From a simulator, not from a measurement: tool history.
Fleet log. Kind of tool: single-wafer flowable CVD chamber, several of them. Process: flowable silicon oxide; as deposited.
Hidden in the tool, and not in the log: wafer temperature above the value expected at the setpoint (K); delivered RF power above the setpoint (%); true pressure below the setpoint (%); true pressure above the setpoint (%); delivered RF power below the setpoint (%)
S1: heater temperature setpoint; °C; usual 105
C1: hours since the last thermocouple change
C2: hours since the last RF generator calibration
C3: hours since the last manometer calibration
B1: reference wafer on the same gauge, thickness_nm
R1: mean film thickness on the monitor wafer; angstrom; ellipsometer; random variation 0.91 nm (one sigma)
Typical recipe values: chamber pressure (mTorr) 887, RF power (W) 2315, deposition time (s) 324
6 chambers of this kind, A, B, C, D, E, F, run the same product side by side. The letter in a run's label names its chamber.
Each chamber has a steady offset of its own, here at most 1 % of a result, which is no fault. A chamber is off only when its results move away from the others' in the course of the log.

{"run": "1A", "hour": 8.6, "S1": 105, "chamber pressure (mTorr)": 887, "RF power (W)": 2315, "deposition time (s)": 324, "C1": 989.4, "C2": 1042.4, "C3": 901.3, "B1": 172.98, "R1": 1927.1}
{"run": "2B", "hour": 16.2, "S1": 105, "chamber pressure (mTorr)": 887, "RF power (W)": 2315, "deposition time (s)": 324, "C1": 697.6, "C2": 1793.9, "C3": 440.2, "B1": 172.94, "R1": 1956.4}
{"run": "3D", "hour": 25.1, "S1": 105, "chamber pressure (mTorr)": 887, "RF power (W)": 2315, "deposition time (s)": 324, "C1": 1225.2, "C2": 1512.3, "C3": 1074.7, "B1": 173.01, "R1": 1937.0}
{"run": "4C", "hour": 34.8, "S1": 105, "chamber pressure (mTorr)": 887, "RF power (W)": 2315, "deposition time (s)": 324, "C1": 1718.3, "C2": 2078.3, "C3": 429.8, "B1": 172.97, "R1": 1957.9}
{"run": "5E", "hour": 43.3, "S1": 105, "chamber pressure (mTorr)": 887, "RF power (W)": 2315, "deposition time (s)": 345, "C1": 1156.3, "C2": 967.4, "C3": 604.7, "B1": 173.04, "R1": 2113.6}
{"run": "6F", "hour": 51.3, "S1": 105, "chamber pressure (mTorr)": 887, "RF power (W)": 2315, "deposition time (s)": 345, "C1": 667.9, "C2": 963.2, "C3": 69.9, "B1": 173.18, "R1": 2063.0}
{"run": "7C", "hour": 58.2, "S1": 105, "chamber pressure (mTorr)": 887, "RF power (W)": 2315, "deposition time (s)": 345, "C1": 1741.7, "C2": 2101.7, "C3": 453.2, "B1": 172.83, "R1": 2074.6}
{"run": "8A", "hour": 64.2, "S1": 105, "chamber pressure (mTorr)": 887, "RF power (W)": 2315, "deposition time (s)": 345, "C1": 1045.0, "C2": 1098.0, "C3": 956.9, "B1": 173.08, "R1": 2055.5}
{"run": "9B", "hour": 72.1, "S1": 105, "chamber pressure (mTorr)": 887, "RF power (W)": 2315, "deposition time (s)": 345, "C1": 753.5, "C2": 1849.8, "C3": 496.1, "B1": 173.02, "R1": 2069.4}
{"run": "10F", "hour": 78.7, "S1": 105, "chamber pressure (mTorr)": 887, "RF power (W)": 2315, "deposition time (s)": 345, "C1": 695.3, "C2": 990.6, "C3": 97.3, "B1": 172.75, "R1": 2072.9}
{"run": "11D", "hour": 88.2, "S1": 105, "chamber pressure (mTorr)": 887, "RF power (W)": 2315, "deposition time (s)": 324, "C1": 1288.3, "C2": 1575.4, "C3": 1137.8, "B1": 172.86, "R1": 1942.0}
{"run": "12E", "hour": 94.7, "S1": 105, "chamber pressure (mTorr)": 887, "RF power (W)": 2315, "deposition time (s)": 324, "C1": 1207.7, "C2": 1018.8, "C3": 656.1, "B1": 173.12, "R1": 1949.3}
{"run": "13F", "hour": 100.7, "S1": 105, "chamber pressure (mTorr)": 887, "RF power (W)": 2315, "deposition time (s)": 324, "C1": 717.3, "C2": 1012.6, "C3": 119.3, "B1": 173.2, "R1": 1935.7}
{"run": "14B", "hour": 107.0, "S1": 105, "chamber pressure (mTorr)": 887, "RF power (W)": 2315, "deposition time (s)": 324, "C1": 788.4, "C2": 1884.7, "C3": 531.0, "B1": 172.9, "R1": 1946.1}
{"run": "15E", "hour": 115.1, "S1": 105, "chamber pressure (mTorr)": 887, "RF power (W)": 2315, "deposition time (s)": 324, "C1": 1228.1, "C2": 1039.2, "C3": 676.5, "B1": 173.0, "R1": 1960.4}
{"run": "16A", "hour": 124.4, "S1": 105, "chamber pressure (mTorr)": 686, "RF power (W)": 2315, "deposition time (s)": 324, "C1": 1105.2, "C2": 1158.2, "C3": 1017.1, "B1": 173.01, "R1": 1393.9}
{"run": "17D", "hour": 134.0, "S1": 105, "chamber pressure (mTorr)": 686, "RF power (W)": 2315, "deposition time (s)": 324, "C1": 1334.1, "C2": 1621.2, "C3": 1183.6, "B1": 172.95, "R1": 1393.8}
{"run": "18C", "hour": 141.7, "S1": 105, "chamber pressure (mTorr)": 686, "RF power (W)": 2315, "deposition time (s)": 324, "C1": 1825.2, "C2": 2185.2, "C3": 536.7, "B1": 172.88, "R1": 1391.4}
{"run": "19D", "hour": 150.8, "S1": 105, "chamber pressure (mTorr)": 686, "RF power (W)": 2315, "deposition time (s)": 324, "C1": 1350.9, "C2": 1638.0, "C3": 1200.4, "B1": 172.92, "R1": 1386.1}
{"run": "20A", "hour": 160.0, "S1": 105, "chamber pressure (mTorr)": 686, "RF power (W)": 2315, "deposition time (s)": 324, "C1": 1140.8, "C2": 1193.8, "C3": 1052.7, "B1": 172.83, "R1": 1384.3}
{"run": "21F", "hour": 169.5, "S1": 105, "chamber pressure (mTorr)": 686, "RF power (W)": 2315, "deposition time (s)": 324, "C1": 786.1, "C2": 1081.4, "C3": 188.1, "B1": 173.17, "R1": 1370.0}
{"run": "22C", "hour": 174.0, "S1": 105, "chamber pressure (mTorr)": 998, "RF power (W)": 2500, "deposition time (s)": 324, "C1": 1857.5, "C2": 2217.5, "C3": 569.0, "B1": 172.88, "R1": 2271.7}
{"run": "23B", "hour": 180.7, "S1": 105, "chamber pressure (mTorr)": 998, "RF power (W)": 2500, "deposition time (s)": 324, "C1": 862.1, "C2": 1958.4, "C3": 604.7, "B1": 173.08, "R1": 2294.6}
{"run": "24E", "hour": 186.3, "S1": 105, "chamber pressure (mTorr)": 998, "RF power (W)": 2500, "deposition time (s)": 324, "C1": 1299.3, "C2": 1110.4, "C3": 747.7, "B1": 172.9, "R1": 2310.9}
{"run": "25B", "hour": 193.9, "S1": 105, "chamber pressure (mTorr)": 998, "RF power (W)": 2500, "deposition time (s)": 324, "C1": 875.3, "C2": 1971.6, "C3": 617.9, "B1": 173.08, "R1": 2274.8}
{"run": "26D", "hour": 200.7, "S1": 105, "chamber pressure (mTorr)": 998, "RF power (W)": 2500, "deposition time (s)": 324, "C1": 1400.8, "C2": 1687.9, "C3": 1250.3, "B1": 173.17, "R1": 2277.3}
{"run": "27E", "hour": 208.8, "S1": 105, "chamber pressure (mTorr)": 998, "RF power (W)": 2500, "deposition time (s)": 324, "C1": 1321.8, "C2": 1132.9, "C3": 770.2, "B1": 173.19, "R1": 2273.0}
{"run": "28A", "hour": 218.3, "S1": 101, "chamber pressure (mTorr)": 1063, "RF power (W)": 2315, "deposition time (s)": 324, "C1": 1199.1, "C2": 1252.1, "C3": 1111.0, "B1": 172.82, "R1": 2731.3}
{"run": "29C", "hour": 224.7, "S1": 101, "chamber pressure (mTorr)": 1063, "RF power (W)": 2315, "deposition time (s)": 324, "C1": 1908.2, "C2": 2268.2, "C3": 619.7, "B1": 172.94, "R1": 2765.5}
{"run": "30F", "hour": 231.8, "S1": 101, "chamber pressure (mTorr)": 1063, "RF power (W)": 2315, "deposition time (s)": 324, "C1": 848.4, "C2": 1143.7, "C3": 250.4, "B1": 172.86, "R1": 2712.3}
{"run": "31E", "hour": 239.6, "S1": 101, "chamber pressure (mTorr)": 1063, "RF power (W)": 2315, "deposition time (s)": 324, "C1": 1352.6, "C2": 1163.7, "C3": 801.0, "B1": 172.93, "R1": 2773.7}
{"hour": 240.3, "done": "chamber F: RF generator calibrated"}
{"run": "32D", "hour": 244.4, "S1": 101, "chamber pressure (mTorr)": 1063, "RF power (W)": 2315, "deposition time (s)": 324, "C1": 1444.5, "C2": 1731.6, "C3": 1294.0, "B1": 173.1, "R1": 2784.8}
{"run": "33A", "hour": 251.1, "S1": 101, "chamber pressure (mTorr)": 1063, "RF power (W)": 2315, "deposition time (s)": 324, "C1": 1231.9, "C2": 1284.9, "C3": 1143.8, "B1": 173.0, "R1": 2743.4}
{"hour": 251.3, "done": "chamber E: thermocouple changed; heater temperature recalibrated"}
{"run": "34B", "hour": 261.0, "S1": 105, "chamber pressure (mTorr)": 887, "RF power (W)": 2315, "deposition time (s)": 324, "C1": 942.4, "C2": 2038.7, "C3": 685.0, "B1": 172.83, "R1": 1949.2}
{"hour": 270.4, "done": "chamber E: RF generator calibrated"}
{"run": "35C", "hour": 270.8, "S1": 105, "chamber pressure (mTorr)": 887, "RF power (W)": 2315, "deposition time (s)": 324, "C1": 1954.3, "C2": 2314.3, "C3": 665.8, "B1": 173.15, "R1": 1948.9}
{"run": "36F", "hour": 275.7, "S1": 105, "chamber pressure (mTorr)": 887, "RF power (W)": 2315, "deposition time (s)": 324, "C1": 892.3, "C2": 35.5, "C3": 294.3, "B1": 172.93, "R1": 1885.8}
{"run": "37D", "hour": 280.3, "S1": 105, "chamber pressure (mTorr)": 744, "RF power (W)": 2315, "deposition time (s)": 324, "C1": 1480.4, "C2": 1767.5, "C3": 1329.9, "B1": 172.82, "R1": 1556.7}
{"run": "38E", "hour": 287.1, "S1": 105, "chamber pressure (mTorr)": 744, "RF power (W)": 2315, "deposition time (s)": 324, "C1": 35.8, "C2": 16.7, "C3": 848.5, "B1": 173.16, "R1": 1573.5}
{"run": "39A", "hour": 293.4, "S1": 105, "chamber pressure (mTorr)": 744, "RF power (W)": 2315, "deposition time (s)": 324, "C1": 1274.2, "C2": 1327.2, "C3": 1186.1, "B1": 172.93, "R1": 1544.7}

Decide between three cases: one chamber stands off from its peers, the gauge reading all wafers drifts, or nothing is wrong past each chamber's small offset. Where a chamber is off, say which and what most likely put it there.

It is chamber F that slowly wanders off from its peers.
Most likely cause: wafer temperature above the value expected at the setpoint (K) = 1.07.
Not necessarily distinguishable in this log from: true pressure below the setpoint (%).

Below are 4 candidate recipes for chamber F's next run, each the usual settings with a change, their results shown as question marks. Which of them brings F's results back in line with what the other chambers give on the usual settings?
In line here means within this much of the mean the other chambers give on the usual settings: R1 32.0 angstrom
{"run": "40F-1", "hour": 300.8, "S1": 106, "chamber pressure (mTorr)": 873, "RF power (W)": 2310, "deposition time (s)": 321, "R1": "?"}
{"run": "40F-2", "hour": 300.8, "S1": 105, "chamber pressure (mTorr)": 905, "RF power (W)": 2315, "deposition time (s)": 327, "R1": "?"}
{"run": "40F-3", "hour": 300.8, "S1": 104, "chamber pressure (mTorr)": 901, "RF power (W)": 2320, "deposition time (s)": 327, "R1": "?"}
{"run": "40F-4", "hour": 300.8, "S1": 105, "chamber pressure (mTorr)": 869, "RF power (W)": 2310, "deposition time (s)": 321, "R1": "?"}

Other chambers, usual settings, mean: R1 1950.3 angstrom
run=40F-1 R1=1771.4
run=40F-2 R1=1951.0
run=40F-3 R1=2005.4
run=40F-4 R1=1819.1
The right change is 40F-2: it brings the chamber back within the allowed miss of the others.
